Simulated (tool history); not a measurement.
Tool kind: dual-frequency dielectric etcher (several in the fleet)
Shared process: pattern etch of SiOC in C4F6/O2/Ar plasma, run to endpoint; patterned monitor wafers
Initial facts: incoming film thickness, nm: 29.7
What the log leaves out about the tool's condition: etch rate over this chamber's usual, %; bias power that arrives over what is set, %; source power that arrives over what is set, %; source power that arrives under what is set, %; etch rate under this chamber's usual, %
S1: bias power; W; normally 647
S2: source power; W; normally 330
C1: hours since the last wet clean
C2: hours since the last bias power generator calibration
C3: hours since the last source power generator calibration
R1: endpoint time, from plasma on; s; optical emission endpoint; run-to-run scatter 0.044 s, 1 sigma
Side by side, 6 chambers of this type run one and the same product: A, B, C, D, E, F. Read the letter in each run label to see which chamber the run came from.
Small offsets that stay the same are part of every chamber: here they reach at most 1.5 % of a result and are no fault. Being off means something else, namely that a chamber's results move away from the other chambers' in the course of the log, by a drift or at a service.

run	hour	S1	S2	C1	C2	C3	R1
1F	3.3	647	330	98.7	528.4	1393.2	9.7246
2C	5.4	647	330	247.1	3523.9	2090	9.7154
3B	9.2	647	330	147	1229.3	1902	9.7319
4D	13.1	647	330	145	1936.4	1940.5	9.7621
5A	16.5	647	330	138.8	763.5	4049.6	9.7828
6E	19.2	647	330	464.1	1412.7	1950.7	9.6594
7A	22.6	647	330	144.9	769.6	4055.7	9.7109
8B	25.8	647	330	163.6	1245.9	1918.6	9.8404
9C	30	490	330	271.7	3548.5	2114.6	10.745
10E	32.4	490	330	477.3	1425.9	1963.9	10.714
11F	34.9	490	330	130.3	560	1424.8	10.673
12D	38.9	490	330	170.8	1962.2	1966.3	10.892
13E	40.8	490	330	485.7	1434.3	1972.3	10.781
14B	43	490	330	180.8	1263.1	1935.8	10.905
15D	46.4	647	330	178.3	1969.7	1973.8	9.7875
16C	49.6	647	330	291.3	3568.1	2134.2	9.6956
17A	51.7	647	330	174	798.7	4084.8	9.7063
18F	54.2	647	330	149.6	579.3	1444.1	9.6125
19F	56.2	647	330	151.6	581.3	1446.1	9.6827
20B	58.4	647	330	196.2	1278.5	1951.2	9.89
21E	61.5	647	330	506.4	1455	1993	9.7403
22D	63.9	647	330	195.8	1987.2	1991.3	9.8457
23C	65.8	647	330	307.5	3584.3	2150.4	9.6142
24A	68.2	647	330	190.5	815.2	4101.3	9.7434
25D	71.3	647	330	203.2	1994.6	1998.7	9.749
26E	74.4	647	330	519.3	1467.9	2005.9	9.6961
27C	78	762	290	319.7	3596.5	2162.6	9.4008
28A	81.8	762	290	204.1	828.8	4114.9	9.5232
29F	85.3	762	290	180.7	610.4	1475.2	9.5011
30B	89	762	290	226.8	1309.1	1981.8	9.633
31E	92.3	762	290	537.2	1485.8	2023.8	9.4455
32A	95.1	762	290	217.4	842.1	4128.2	9.5299
33C	98.2	647	250	339.9	3616.7	2182.8	10.529
34D	101.5	647	250	233.4	2024.8	2028.9	10.793
35F	105.3	647	250	200.7	630.4	1495.2	10.713
36B	108.3	647	250	246.1	1328.4	2001.1	10.805
37E	112.5	647	250	557.4	1506	2044	10.649
# hour 113.3: chamber E: wet clean of the chamber
38D	116.3	647	250	248.2	2039.6	2043.7	10.845
39F	118.8	647	330	214.2	643.9	1508.7	9.7324
40B	122.6	647	330	260.4	1342.7	2015.4	9.8641
41C	125.9	647	330	367.6	3644.4	2210.5	9.4149
42A	129.8	647	330	252.1	876.8	4162.9	9.683
43E	134	647	330	20.8	1527.5	2065.5	9.6807

Does one chamber stand apart from the rest, does the shared gauge drift, or is all well apart from small per-chamber offsets? Give the chamber and the most likely cause, where there is one.

It is chamber C that slowly wanders off from its peers.
Most likely cause: etch rate over this chamber's usual, % = 3.19.

Here are 4 candidates for chamber C's next run, each the usual settings with a change, their results left as question marks. Which one brings its results back in line with what the others give on the usual settings?
Counts as in line when no further than this from what the other chambers average on the usual settings: R1 0.16 s
44C-1	137.1	718	360				?
44C-2	137.1	647	360				?
44C-3	137.1	529	330				?
44C-4	137.1	647	300				?

On the usual settings, the other chambers give on average: R1 9.734 s
run	R1
44C-1	8.7375
44C-2	9.095
44C-3	10.131
44C-4	9.7178
44C-4 brings the chamber back in line.
